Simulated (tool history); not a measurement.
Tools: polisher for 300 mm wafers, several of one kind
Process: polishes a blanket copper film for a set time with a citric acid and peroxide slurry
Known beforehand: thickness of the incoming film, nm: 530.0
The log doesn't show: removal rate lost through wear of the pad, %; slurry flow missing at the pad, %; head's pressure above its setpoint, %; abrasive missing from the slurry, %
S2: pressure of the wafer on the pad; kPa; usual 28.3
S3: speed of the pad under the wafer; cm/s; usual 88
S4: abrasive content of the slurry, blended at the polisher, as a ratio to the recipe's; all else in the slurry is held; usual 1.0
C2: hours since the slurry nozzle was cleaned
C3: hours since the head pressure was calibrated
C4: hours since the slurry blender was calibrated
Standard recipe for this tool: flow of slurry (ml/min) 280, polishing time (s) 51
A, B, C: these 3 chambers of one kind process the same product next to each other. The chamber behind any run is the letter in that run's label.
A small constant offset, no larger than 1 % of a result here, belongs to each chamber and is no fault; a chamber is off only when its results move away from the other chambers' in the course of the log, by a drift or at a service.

{"run": "1A", "day": 0.342, "flow of slurry (ml/min)": 280, "S2": 28.3, "S3": 88, "S4": 1.0, "polishing time (s)": 51, "wafers polished on this pad": 959, "C2": 334.3, "C3": 20.9, "C4": 68.1, "film removed (angstrom)": 1284.1}
{"run": "2B", "day": 0.625, "flow of slurry (ml/min)": 280, "S2": 28.3, "S3": 88, "S4": 1.0, "polishing time (s)": 51, "wafers polished on this pad": 636, "C2": 133.1, "C3": 488.6, "C4": 123.4, "film removed (angstrom)": 1286.2}
{"run": "3C", "day": 0.867, "flow of slurry (ml/min)": 280, "S2": 28.3, "S3": 88, "S4": 1.0, "polishing time (s)": 51, "wafers polished on this pad": 768, "C2": 250.7, "C3": 71.1, "C4": 73.9, "film removed (angstrom)": 1264.3}
{"day": 0.996, "done": "chamber B: worn pad replaced by a new one"}
{"run": "4B", "day": 1.258, "flow of slurry (ml/min)": 280, "S2": 28.3, "S3": 88, "S4": 1.0, "polishing time (s)": 51, "wafers polished on this pad": 77, "C2": 148.3, "C3": 503.8, "C4": 138.6, "film removed (angstrom)": 1278.9}
{"day": 1.275, "done": "chamber A: worn pad replaced by a new one"}
{"day": 1.333, "done": "chamber C: worn pad replaced by a new one"}
{"run": "5A", "day": 1.596, "flow of slurry (ml/min)": 280, "S2": 28.3, "S3": 88, "S4": 1.0, "polishing time (s)": 51, "wafers polished on this pad": 94, "C2": 364.4, "C3": 51.0, "C4": 98.2, "film removed (angstrom)": 1275.2}
{"run": "6C", "day": 1.954, "flow of slurry (ml/min)": 280, "S2": 28.3, "S3": 88, "S4": 1.0, "polishing time (s)": 51, "wafers polished on this pad": 182, "C2": 276.8, "C3": 97.2, "C4": 100.0, "film removed (angstrom)": 1256.4}
{"day": 2.125, "done": "chamber B: head pressure recalibrated"}
{"run": "7A", "day": 2.2, "flow of slurry (ml/min)": 280, "S2": 28.3, "S3": 88, "S4": 0.9, "polishing time (s)": 51, "wafers polished on this pad": 272, "C2": 378.9, "C3": 65.5, "C4": 112.7, "film removed (angstrom)": 1251.2}
{"run": "8C", "day": 2.471, "flow of slurry (ml/min)": 280, "S2": 28.3, "S3": 88, "S4": 0.9, "polishing time (s)": 51, "wafers polished on this pad": 334, "C2": 289.2, "C3": 109.6, "C4": 112.4, "film removed (angstrom)": 1225.8}
{"run": "9B", "day": 2.683, "flow of slurry (ml/min)": 280, "S2": 28.3, "S3": 88, "S4": 0.9, "polishing time (s)": 51, "wafers polished on this pad": 496, "C2": 182.5, "C3": 13.5, "C4": 172.8, "film removed (angstrom)": 1254.6}
{"run": "10A", "day": 2.929, "flow of slurry (ml/min)": 280, "S2": 28.3, "S3": 88, "S4": 1.0, "polishing time (s)": 51, "wafers polished on this pad": 487, "C2": 396.4, "C3": 83.0, "C4": 130.2, "film removed (angstrom)": 1269.8}
{"run": "11B", "day": 3.267, "flow of slurry (ml/min)": 280, "S2": 28.3, "S3": 88, "S4": 1.0, "polishing time (s)": 51, "wafers polished on this pad": 668, "C2": 196.5, "C3": 27.5, "C4": 186.8, "film removed (angstrom)": 1259.5}
{"run": "12C", "day": 3.588, "flow of slurry (ml/min)": 280, "S2": 28.3, "S3": 88, "S4": 1.0, "polishing time (s)": 51, "wafers polished on this pad": 663, "C2": 316.0, "C3": 136.4, "C4": 139.2, "film removed (angstrom)": 1264.6}
{"day": 3.733, "done": "chamber B: worn pad replaced by a new one"}
{"run": "13B", "day": 3.825, "flow of slurry (ml/min)": 280, "S2": 28.3, "S3": 88, "S4": 1.0, "polishing time (s)": 51, "wafers polished on this pad": 27, "C2": 209.9, "C3": 40.9, "C4": 200.2, "film removed (angstrom)": 1288.3}
{"run": "14C", "day": 4.075, "flow of slurry (ml/min)": 280, "S2": 28.3, "S3": 88, "S4": 1.0, "polishing time (s)": 51, "wafers polished on this pad": 806, "C2": 327.7, "C3": 148.1, "C4": 150.9, "film removed (angstrom)": 1262.6}
{"day": 4.204, "done": "chamber C: worn pad replaced by a new one"}
{"day": 4.396, "done": "chamber C: slurry nozzle cleaned"}
{"run": "15A", "day": 4.458, "flow of slurry (ml/min)": 280, "S2": 28.3, "S3": 88, "S4": 1.0, "polishing time (s)": 51, "wafers polished on this pad": 936, "C2": 433.1, "C3": 119.7, "C4": 166.9, "film removed (angstrom)": 1262.9}
{"run": "16C", "day": 4.733, "flow of slurry (ml/min)": 280, "S2": 28.3, "S3": 88, "S4": 1.0, "polishing time (s)": 51, "wafers polished on this pad": 156, "C2": 8.1, "C3": 163.9, "C4": 166.7, "film removed (angstrom)": 1258.1}
{"run": "17A", "day": 4.962, "flow of slurry (ml/min)": 280, "S2": 28.3, "S3": 88, "S4": 1.0, "polishing time (s)": 51, "wafers polished on this pad": 1085, "C2": 445.2, "C3": 131.8, "C4": 179.0, "film removed (angstrom)": 1272.3}
{"day": 4.967, "done": "chamber A: worn pad replaced by a new one"}
{"day": 5.342, "done": "chamber B: slurry blender recalibrated"}
{"run": "18B", "day": 5.367, "flow of slurry (ml/min)": 280, "S2": 28.3, "S3": 88, "S4": 1.0, "polishing time (s)": 51, "wafers polished on this pad": 480, "C2": 246.9, "C3": 77.9, "C4": 0.6, "film removed (angstrom)": 1280.7}
{"run": "19A", "day": 5.554, "flow of slurry (ml/min)": 280, "S2": 28.3, "S3": 88, "S4": 1.0, "polishing time (s)": 51, "wafers polished on this pad": 173, "C2": 459.4, "C3": 146.0, "C4": 193.2, "film removed (angstrom)": 1265.1}
{"run": "20C", "day": 5.783, "flow of slurry (ml/min)": 280, "S2": 28.3, "S3": 88, "S4": 1.0, "polishing time (s)": 51, "wafers polished on this pad": 465, "C2": 33.3, "C3": 189.1, "C4": 191.9, "film removed (angstrom)": 1257.4}
{"day": 6.088, "done": "chamber B: worn pad replaced by a new one"}
{"day": 6.117, "done": "chamber C: slurry blender recalibrated"}
{"run": "21B", "day": 6.129, "flow of slurry (ml/min)": 280, "S2": 28.3, "S3": 88, "S4": 1.0, "polishing time (s)": 51, "wafers polished on this pad": 12, "C2": 265.2, "C3": 96.2, "C4": 18.9, "film removed (angstrom)": 1280.0}
{"run": "22A", "day": 6.525, "flow of slurry (ml/min)": 280, "S2": 28.3, "S3": 88, "S4": 1.0, "polishing time (s)": 51, "wafers polished on this pad": 458, "C2": 482.7, "C3": 169.3, "C4": 216.5, "film removed (angstrom)": 1244.7}
{"run": "23C", "day": 6.942, "flow of slurry (ml/min)": 280, "S2": 28.3, "S3": 88, "S4": 1.0, "polishing time (s)": 51, "wafers polished on this pad": 805, "C2": 61.1, "C3": 216.9, "C4": 19.9, "film removed (angstrom)": 1262.9}
{"run": "24B", "day": 7.208, "flow of slurry (ml/min)": 280, "S2": 28.3, "S3": 88, "S4": 1.0, "polishing time (s)": 51, "wafers polished on this pad": 330, "C2": 291.1, "C3": 122.1, "C4": 44.8, "film removed (angstrom)": 1283.8}
{"day": 7.488, "done": "chamber C: worn pad replaced by a new one"}
{"run": "25A", "day": 7.538, "flow of slurry (ml/min)": 280, "S2": 28.3, "S3": 88, "S4": 1.0, "polishing time (s)": 51, "wafers polished on this pad": 756, "C2": 507.0, "C3": 193.6, "C4": 240.8, "film removed (angstrom)": 1255.6}
{"run": "26C", "day": 7.95, "flow of slurry (ml/min)": 280, "S2": 28.3, "S3": 88, "S4": 1.0, "polishing time (s)": 51, "wafers polished on this pad": 136, "C2": 85.3, "C3": 241.1, "C4": 44.1, "film removed (angstrom)": 1262.4}
{"run": "27B", "day": 8.246, "flow of slurry (ml/min)": 280, "S2": 28.3, "S3": 88, "S4": 1.0, "polishing time (s)": 51, "wafers polished on this pad": 635, "C2": 316.0, "C3": 147.0, "C4": 69.7, "film removed (angstrom)": 1283.8}
{"day": 8.421, "done": "chamber B: worn pad replaced by a new one"}
{"run": "28B", "day": 8.633, "flow of slurry (ml/min)": 280, "S2": 28.3, "S3": 88, "S4": 1.0, "polishing time (s)": 51, "wafers polished on this pad": 63, "C2": 325.3, "C3": 156.3, "C4": 79.0, "film removed (angstrom)": 1276.9}
{"run": "29A", "day": 9.021, "flow of slurry (ml/min)": 280, "S2": 28.3, "S3": 88, "S4": 1.0, "polishing time (s)": 51, "wafers polished on this pad": 1193, "C2": 542.6, "C3": 229.2, "C4": 276.4, "film removed (angstrom)": 1246.4}
{"run": "30C", "day": 9.279, "flow of slurry (ml/min)": 205, "S2": 28.3, "S3": 88, "S4": 1.0, "polishing time (s)": 51, "wafers polished on this pad": 527, "C2": 117.2, "C3": 273.0, "C4": 76.0, "film removed (angstrom)": 1223.6}
{"run": "31A", "day": 9.562, "flow of slurry (ml/min)": 205, "S2": 28.3, "S3": 88, "S4": 1.0, "polishing time (s)": 51, "wafers polished on this pad": 1352, "C2": 555.6, "C3": 242.2, "C4": 289.4, "film removed (angstrom)": 1188.1}
{"day": 9.583, "done": "chamber A: worn pad replaced by a new one"}
{"run": "32C", "day": 9.754, "flow of slurry (ml/min)": 205, "S2": 28.3, "S3": 88, "S4": 1.0, "polishing time (s)": 51, "wafers polished on this pad": 667, "C2": 128.6, "C3": 284.4, "C4": 87.4, "film removed (angstrom)": 1213.2}
{"day": 10.029, "done": "chamber C: worn pad replaced by a new one"}
{"run": "33B", "day": 10.112, "flow of slurry (ml/min)": 280, "S2": 28.3, "S3": 88, "S4": 1.0, "polishing time (s)": 51, "wafers polished on this pad": 498, "C2": 360.8, "C3": 191.8, "C4": 114.5, "film removed (angstrom)": 1279.9}
{"run": "34B", "day": 10.371, "flow of slurry (ml/min)": 280, "S2": 28.3, "S3": 88, "S4": 1.0, "polishing time (s)": 51, "wafers polished on this pad": 574, "C2": 367.0, "C3": 198.0, "C4": 120.7, "film removed (angstrom)": 1288.3}
{"run": "35C", "day": 10.588, "flow of slurry (ml/min)": 280, "S2": 28.3, "S3": 88, "S4": 1.0, "polishing time (s)": 51, "wafers polished on this pad": 165, "C2": 148.6, "C3": 304.4, "C4": 107.4, "film removed (angstrom)": 1250.5}
{"run": "36A", "day": 10.875, "flow of slurry (ml/min)": 200, "S2": 28.3, "S3": 88, "S4": 1.0, "polishing time (s)": 56, "wafers polished on this pad": 380, "C2": 587.1, "C3": 273.7, "C4": 320.9, "film removed (angstrom)": 1309.0}
{"day": 10.933, "done": "chamber B: worn pad replaced by a new one"}
{"run": "37A", "day": 11.142, "flow of slurry (ml/min)": 200, "S2": 28.3, "S3": 88, "S4": 1.0, "polishing time (s)": 56, "wafers polished on this pad": 458, "C2": 593.5, "C3": 280.1, "C4": 327.3, "film removed (angstrom)": 1299.8}
{"run": "38B", "day": 11.546, "flow of slurry (ml/min)": 200, "S2": 28.3, "S3": 88, "S4": 1.0, "polishing time (s)": 56, "wafers polished on this pad": 180, "C2": 395.2, "C3": 226.2, "C4": 148.9, "film removed (angstrom)": 1362.6}
{"run": "39C", "day": 11.9, "flow of slurry (ml/min)": 280, "S2": 28.3, "S3": 88, "S4": 1.0, "polishing time (s)": 51, "wafers polished on this pad": 551, "C2": 180.1, "C3": 335.9, "C4": 138.9, "film removed (angstrom)": 1273.7}
{"run": "40A", "day": 12.171, "flow of slurry (ml/min)": 280, "S2": 28.3, "S3": 88, "S4": 1.0, "polishing time (s)": 51, "wafers polished on this pad": 761, "C2": 618.2, "C3": 304.8, "C4": 352.0, "film removed (angstrom)": 1225.8}
{"run": "41C", "day": 12.583, "flow of slurry (ml/min)": 280, "S2": 28.3, "S3": 88, "S4": 1.0, "polishing time (s)": 51, "wafers polished on this pad": 752, "C2": 196.5, "C3": 352.3, "C4": 155.3, "film removed (angstrom)": 1253.3}
{"run": "42B", "day": 12.962, "flow of slurry (ml/min)": 280, "S2": 28.3, "S3": 88, "S4": 1.0, "polishing time (s)": 51, "wafers polished on this pad": 597, "C2": 429.2, "C3": 260.2, "C4": 182.9, "film removed (angstrom)": 1288.1}
{"day": 13.008, "done": "chamber C: worn pad replaced by a new one"}
{"day": 13.008, "done": "chamber C: slurry blender recalibrated"}
{"run": "43C", "day": 13.354, "flow of slurry (ml/min)": 280, "S2": 28.3, "S3": 88, "S4": 1.0, "polishing time (s)": 51, "wafers polished on this pad": 102, "C2": 215.0, "C3": 370.8, "C4": 8.4, "film removed (angstrom)": 1255.8}

Each of the 3 chambers runs these same settings next. Fill in every chamber's results:
{"run": "44A", "day": 13.658, "flow of slurry (ml/min)": 280, "S2": 28.3, "S3": 88, "S4": 1.0, "polishing time (s)": 51, "film removed (angstrom)": "?"}
{"run": "44B", "day": 13.658, "flow of slurry (ml/min)": 280, "S2": 28.3, "S3": 88, "S4": 1.0, "polishing time (s)": 51, "film removed (angstrom)": "?"}
{"run": "44C", "day": 13.658, "flow of slurry (ml/min)": 280, "S2": 28.3, "S3": 88, "S4": 1.0, "polishing time (s)": 51, "film removed (angstrom)": "?"}

run=44A film_removed_(angstrom)=1206.8
run=44B film_removed_(angstrom)=1286.3
run=44C film_removed_(angstrom)=1270.1
